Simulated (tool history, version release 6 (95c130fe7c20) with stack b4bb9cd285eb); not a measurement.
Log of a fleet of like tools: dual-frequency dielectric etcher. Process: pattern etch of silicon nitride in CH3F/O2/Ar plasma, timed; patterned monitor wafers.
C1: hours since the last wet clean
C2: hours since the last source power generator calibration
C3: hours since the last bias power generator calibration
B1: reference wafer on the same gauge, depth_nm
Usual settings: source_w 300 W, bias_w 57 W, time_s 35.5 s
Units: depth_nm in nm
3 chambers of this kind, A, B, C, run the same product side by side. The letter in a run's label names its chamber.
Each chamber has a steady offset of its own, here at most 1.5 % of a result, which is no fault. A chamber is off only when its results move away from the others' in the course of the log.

{"run": "1B", "hour": 3.0, "source_w": 300, "bias_w": 57, "time_s": 35.5, "C1": 253.4, "C2": 4551.2, "C3": 389.2, "B1": 20.002, "depth_nm": 20.85}
{"run": "2C", "hour": 6.6, "source_w": 300, "bias_w": 57, "time_s": 35.5, "C1": 16.0, "C2": 500.1, "C3": 2209.4, "B1": 20.006, "depth_nm": 20.423}
{"run": "3A", "hour": 9.7, "source_w": 300, "bias_w": 57, "time_s": 35.5, "C1": 29.6, "C2": 2369.2, "C3": 3173.5, "B1": 20.01, "depth_nm": 20.447}
{"run": "4B", "hour": 12.4, "source_w": 300, "bias_w": 57, "time_s": 35.5, "C1": 262.8, "C2": 4560.6, "C3": 398.6, "B1": 20.015, "depth_nm": 20.851}
{"run": "5C", "hour": 16.3, "source_w": 300, "bias_w": 57, "time_s": 35.5, "C1": 25.7, "C2": 509.8, "C3": 2219.1, "B1": 20.019, "depth_nm": 20.468}
{"run": "6A", "hour": 20.3, "source_w": 300, "bias_w": 57, "time_s": 35.5, "C1": 40.2, "C2": 2379.8, "C3": 3184.1, "B1": 20.021, "depth_nm": 20.469}
{"run": "7A", "hour": 22.6, "source_w": 300, "bias_w": 57, "time_s": 35.5, "C1": 42.5, "C2": 2382.1, "C3": 3186.4, "B1": 20.028, "depth_nm": 20.452}
{"run": "8B", "hour": 24.8, "source_w": 300, "bias_w": 57, "time_s": 35.5, "C1": 275.2, "C2": 4573.0, "C3": 411.0, "B1": 20.027, "depth_nm": 20.902}
{"run": "9C", "hour": 28.4, "source_w": 300, "bias_w": 50, "time_s": 31.0, "C1": 37.8, "C2": 521.9, "C3": 2231.2, "B1": 20.035, "depth_nm": 17.143}
{"run": "10A", "hour": 31.5, "source_w": 300, "bias_w": 50, "time_s": 31.0, "C1": 51.4, "C2": 2391.0, "C3": 3195.3, "B1": 20.032, "depth_nm": 17.123}
{"run": "11B", "hour": 34.7, "source_w": 300, "bias_w": 50, "time_s": 31.0, "C1": 285.1, "C2": 4582.9, "C3": 420.9, "B1": 20.036, "depth_nm": 17.471}
{"run": "12C", "hour": 39.0, "source_w": 300, "bias_w": 57, "time_s": 35.5, "C1": 48.4, "C2": 532.5, "C3": 2241.8, "B1": 20.046, "depth_nm": 20.496}
{"run": "13C", "hour": 41.2, "source_w": 300, "bias_w": 57, "time_s": 35.5, "C1": 50.6, "C2": 534.7, "C3": 2244.0, "B1": 20.047, "depth_nm": 20.479}
{"run": "14A", "hour": 44.2, "source_w": 300, "bias_w": 57, "time_s": 35.5, "C1": 64.1, "C2": 2403.7, "C3": 3208.0, "B1": 20.052, "depth_nm": 20.507}
{"run": "15B", "hour": 47.2, "source_w": 300, "bias_w": 57, "time_s": 35.5, "C1": 297.6, "C2": 4595.4, "C3": 433.4, "B1": 20.049, "depth_nm": 20.895}
{"run": "16C", "hour": 49.6, "source_w": 300, "bias_w": 57, "time_s": 35.5, "C1": 59.0, "C2": 543.1, "C3": 2252.4, "B1": 20.051, "depth_nm": 20.489}
{"run": "17B", "hour": 52.7, "source_w": 300, "bias_w": 57, "time_s": 35.5, "C1": 303.1, "C2": 4600.9, "C3": 438.9, "B1": 20.061, "depth_nm": 20.94}
{"run": "18A", "hour": 55.6, "source_w": 300, "bias_w": 57, "time_s": 35.5, "C1": 75.5, "C2": 2415.1, "C3": 3219.4, "B1": 20.062, "depth_nm": 20.435}
{"hour": 55.9, "done": "chamber C: bias power generator calibrated"}
{"run": "19A", "hour": 60.2, "source_w": 300, "bias_w": 57, "time_s": 35.5, "C1": 80.1, "C2": 2419.7, "C3": 3224.0, "B1": 20.061, "depth_nm": 20.483}
{"run": "20B", "hour": 62.8, "source_w": 300, "bias_w": 57, "time_s": 35.5, "C1": 313.2, "C2": 4611.0, "C3": 449.0, "B1": 20.065, "depth_nm": 20.955}
{"run": "21C", "hour": 66.9, "source_w": 300, "bias_w": 57, "time_s": 35.5, "C1": 76.3, "C2": 560.4, "C3": 11.0, "B1": 20.069, "depth_nm": 20.497}
{"run": "22A", "hour": 69.7, "source_w": 270, "bias_w": 57, "time_s": 35.5, "C1": 89.6, "C2": 2429.2, "C3": 3233.5, "B1": 20.072, "depth_nm": 19.678}
{"run": "23B", "hour": 73.8, "source_w": 270, "bias_w": 57, "time_s": 35.5, "C1": 324.2, "C2": 4622.0, "C3": 460.0, "B1": 20.079, "depth_nm": 20.157}
{"run": "24C", "hour": 76.5, "source_w": 270, "bias_w": 57, "time_s": 35.5, "C1": 85.9, "C2": 570.0, "C3": 20.6, "B1": 20.08, "depth_nm": 19.686}
{"run": "25B", "hour": 79.2, "source_w": 300, "bias_w": 57, "time_s": 35.5, "C1": 329.6, "C2": 4627.4, "C3": 465.4, "B1": 20.083, "depth_nm": 20.965}
{"run": "26C", "hour": 83.4, "source_w": 300, "bias_w": 57, "time_s": 35.5, "C1": 92.8, "C2": 576.9, "C3": 27.5, "B1": 20.094, "depth_nm": 20.555}

Is one chamber off against the others, does the gauge drift, or is nothing wrong? If a chamber is off, say which, and what the likeliest cause is.

The gauge drifts, so all chambers seem to drift together. No chamber is off.
Cause: gauge reads high (%) = 0.462.
